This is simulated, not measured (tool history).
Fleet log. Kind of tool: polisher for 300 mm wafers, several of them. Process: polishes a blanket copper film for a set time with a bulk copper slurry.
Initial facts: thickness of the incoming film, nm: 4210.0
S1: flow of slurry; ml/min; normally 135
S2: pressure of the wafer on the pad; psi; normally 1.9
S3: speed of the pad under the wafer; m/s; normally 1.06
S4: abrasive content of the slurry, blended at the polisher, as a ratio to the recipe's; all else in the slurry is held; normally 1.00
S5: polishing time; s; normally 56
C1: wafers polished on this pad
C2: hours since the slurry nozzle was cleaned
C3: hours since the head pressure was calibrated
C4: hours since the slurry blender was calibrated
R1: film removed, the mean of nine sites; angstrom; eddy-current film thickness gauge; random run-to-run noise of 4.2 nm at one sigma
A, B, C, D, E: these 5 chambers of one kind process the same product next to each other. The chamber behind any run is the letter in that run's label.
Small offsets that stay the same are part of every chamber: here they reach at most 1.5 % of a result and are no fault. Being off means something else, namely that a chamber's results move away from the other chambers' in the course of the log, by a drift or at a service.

run	hour	S1	S2	S3	S4	S5	C1	C2	C3	C4	R1
1B	7.7	135	1.9	1.06	1.00	56	246	16.1	585.3	281.3	3911.0
2E	19.7	135	1.9	1.06	1.00	56	502	21.8	474.7	44.2	3957.3
# hour 20.8: chamber D: head pressure recalibrated
# hour 24.6: chamber C: worn pad replaced by a new one
3C	29.1	135	1.9	1.06	1.00	56	63	98.0	794.5	144.9	4027.2
# hour 31.4: chamber D: worn pad replaced by a new one
4D	38.5	135	1.9	1.06	1.00	56	99	403.9	17.8	387.2	3923.4
5A	44.1	135	1.9	1.06	1.00	56	974	249.8	512.2	199.0	3882.1
# hour 53.0: chamber B: worn pad replaced by a new one
6D	54.6	135	1.9	1.06	1.00	56	324	420.0	33.9	403.3	3946.6
# hour 55.5: chamber A: worn pad replaced by a new one
# hour 57.9: chamber B: slurry blender recalibrated
# hour 62.7: chamber D: slurry blender recalibrated
7E	65.9	135	1.9	1.06	1.00	56	1146	68.0	520.9	90.4	3926.7
# hour 69.6: chamber A: head pressure recalibrated
8B	76.2	135	1.9	1.06	1.00	56	324	84.6	653.8	18.3	3922.1
9C	83.6	160	1.9	1.06	1.15	56	822	152.5	849.0	199.4	4261.6
# hour 85.3: chamber C: worn pad replaced by a new one
# hour 86.2: chamber A: slurry blender recalibrated
# hour 90.0: chamber D: worn pad replaced by a new one
10A	95.7	160	1.9	1.06	1.15	56	561	301.4	26.2	9.6	4138.7
# hour 106.0: chamber A: slurry nozzle cleaned
11E	106.9	160	1.9	1.06	1.15	56	1718	109.0	561.9	131.4	4199.1
# hour 108.1: chamber B: worn pad replaced by a new one
12C	118.9	160	1.9	1.06	1.15	56	468	187.8	884.3	234.7	4302.4
# hour 121.9: chamber A: worn pad replaced by a new one
13B	129.0	160	1.9	1.06	1.15	56	291	137.4	706.6	71.1	4196.8
14A	140.9	135	1.9	1.06	1.00	56	265	35.0	71.4	54.8	3891.6
# hour 143.3: chamber B: head pressure recalibrated
# hour 144.5: chamber C: worn pad replaced by a new one
# hour 146.1: chamber D: worn pad replaced by a new one
15D	151.1	135	1.9	1.06	1.00	56	70	516.5	130.4	88.5	3969.3
16E	162.2	135	1.9	1.06	1.00	56	2489	164.3	617.2	186.7	3827.0
17A	170.3	135	1.9	1.06	1.00	56	675	64.4	100.8	84.2	3925.2
# hour 171.0: chamber B: worn pad replaced by a new one
18C	176.6	135	1.9	1.06	1.00	56	448	245.5	942.0	292.4	3928.5
19D	184.2	135	1.9	1.06	1.00	56	531	549.6	163.5	121.6	3985.5
20B	193.4	135	1.9	1.06	1.00	56	313	201.8	50.1	135.5	3906.9
# hour 197.1: chamber A: worn pad replaced by a new one
# hour 199.6: chamber D: worn pad replaced by a new one
# hour 201.7: chamber C: worn pad replaced by a new one
21D	205.5	135	1.9	1.06	1.00	56	82	570.9	184.8	142.9	4092.7
22B	215.8	135	1.9	1.06	1.00	56	625	224.2	72.5	157.9	3870.4
23E	222.8	135	1.9	1.06	1.00	56	3334	224.9	677.8	247.3	3719.3
# hour 231.9: chamber B: worn pad replaced by a new one
24C	234.7	135	1.9	1.06	1.00	74	461	303.6	1000.1	350.5	5256.1
25A	245.0	135	1.9	1.06	1.00	74	668	139.1	175.5	158.9	5141.8
# hour 251.9: chamber C: worn pad replaced by a new one
26C	253.4	135	1.9	1.06	1.00	74	21	322.3	1018.8	369.2	5231.0
# hour 260.9: chamber D: worn pad replaced by a new one
# hour 264.8: chamber A: worn pad replaced by a new one
27A	265.8	135	1.9	1.06	1.00	74	14	159.9	196.3	179.7	5220.0
28D	277.6	135	1.9	1.06	1.00	74	233	643.0	256.9	215.0	5266.9
29E	283.9	135	1.9	1.06	1.00	56	4186	286.0	738.9	308.4	3537.4
30B	292.1	135	1.9	1.06	1.00	56	840	300.5	148.8	234.2	3937.1

Decide between three cases: one chamber stands off from its peers, the gauge reading all wafers drifts, or nothing is wrong past each chamber's small offset. Where a chamber is off, say which and what most likely put it there.

One chamber, E, drifts off from the rest bit by bit.
Most likely cause: removal rate lost through wear of the pad, % = 10.7.
The log may not separate it from: slurry flow missing at the pad, %; head's pressure below its setpoint, %.

Which of the 4 candidates below, each the usual settings with something changed and its results left as question marks, puts chamber E back in line with what the other chambers give on the usual settings?
Counts as in line when no further than this from what the other chambers average on the usual settings: R1 140.0 angstrom
31E-1	301.2	135	1.9	0.94	1.00	50					?
31E-2	301.2	135	1.8	1.04	1.00	54					?
31E-3	301.2	135	2.0	1.10	1.00	58					?
31E-4	301.2	135	1.9	1.34	1.00	56					?

The other chambers' mean on the usual settings: R1 3944.4 angstrom
run	R1
31E-1	2786.5
31E-2	3152.6
31E-3	3970.4
31E-4	4430.0
It is 31E-3 that realigns the chamber with its peers.
